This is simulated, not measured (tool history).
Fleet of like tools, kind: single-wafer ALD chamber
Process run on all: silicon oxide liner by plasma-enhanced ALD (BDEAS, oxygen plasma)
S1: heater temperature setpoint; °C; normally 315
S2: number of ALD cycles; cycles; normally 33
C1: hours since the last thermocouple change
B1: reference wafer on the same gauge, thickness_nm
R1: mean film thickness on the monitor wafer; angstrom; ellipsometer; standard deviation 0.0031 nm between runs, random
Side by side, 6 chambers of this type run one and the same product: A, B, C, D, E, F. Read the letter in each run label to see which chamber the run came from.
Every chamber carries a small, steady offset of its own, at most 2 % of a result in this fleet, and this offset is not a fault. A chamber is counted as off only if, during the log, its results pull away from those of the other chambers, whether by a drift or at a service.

run   hour   S1  S2      C1      B1      R1
 1B    6.1  315  33   555.9  2.7697   30.25
 2D   19.5  315  33    2748   2.769  30.001
      19.8  -- chamber D: thermocouple changed; heater temperature recalibrated
 3E   25.5  315  33  1774.9  2.7697  29.472
 4C   38.4  315  33     973  2.7689  30.376
 5F   49.7  315  33  2235.1  2.7685  29.825
 6A     60  320  39  1162.6  2.7684  34.917
 7B   67.7  320  39   617.5  2.7681  35.459
 8F   74.2  320  39  2259.6   2.768   35.05
 9A   84.9  320  39  1187.5  2.7682   34.86
10C   96.6  320  39  1031.2  2.7673  35.631
11D  107.4  320  39    87.7  2.7673  35.254
12E    120  315  33  1869.4  2.7663  29.446
13D  127.6  315  33   107.9  2.7654  29.989
     130.2  -- chamber F: thermocouple changed; heater temperature recalibrated
14B  134.6  315  33   684.4  2.7666   30.15
15F  143.6  315  33    13.4  2.7663   29.85
16E  153.3  315  33  1902.7  2.7656  29.436
17A  165.8  315  33  1268.4  2.7655  29.667
18C  177.9  315  33  1112.5  2.7653  30.367
19B  186.8  315  33   736.6  2.7657  30.201
20F  192.7  315  33    62.5  2.7653  29.858
21D  199.2  315  33   179.5  2.7651  29.986
22E  211.3  315  33  1960.7   2.764  29.498
23A  224.6  315  33  1327.2  2.7643  29.633
24C  231.9  315  33  1166.5  2.7638   30.35
25F  243.9  315  33   113.7  2.7639  29.793
26D  252.3  315  33   232.6  2.7635  29.943
27E  264.3  315  31  2013.7  2.7634  27.623
28C  271.6  315  31  1206.2  2.7628  28.415
29B  284.8  315  31   834.6   2.763  28.297
30A  297.8  315  31  1400.4  2.7615  27.818
31B  305.5  315  31   855.3   2.762  28.312
32C  314.8  315  31  1249.4  2.7615  28.437
33A  327.3  315  33  1429.9  2.7613  29.612
34F    336  315  33   205.8   2.761  29.801
35E    344  315  33  2093.4  2.7605  29.481
36D  354.3  315  33   334.6  2.7611  29.899
37E  366.1  315  33  2115.5  2.7605   29.37
38B  377.9  315  36   927.7  2.7594  32.874
39D  390.1  315  36   370.4  2.7596  32.593
40C  402.2  315  36  1336.8  2.7598  32.971
41A    413  315  36  1515.6   2.759  32.304
42F    420  315  36   289.8  2.7588  32.529
43A  429.2  315  36  1531.8  2.7586  32.261

Predict what each chamber gives when all 6 of them run the settings below next.
44A  438.8  315  33           ?
44B  438.8  315  33           ?
44C  438.8  315  33           ?
44D  438.8  315  33           ?
44E  438.8  315  33           ?
44F  438.8  315  33           ?

run      R1
44A  29.613
44B   30.08
44C  30.263
44D  29.873
44E  29.432
44F  29.809
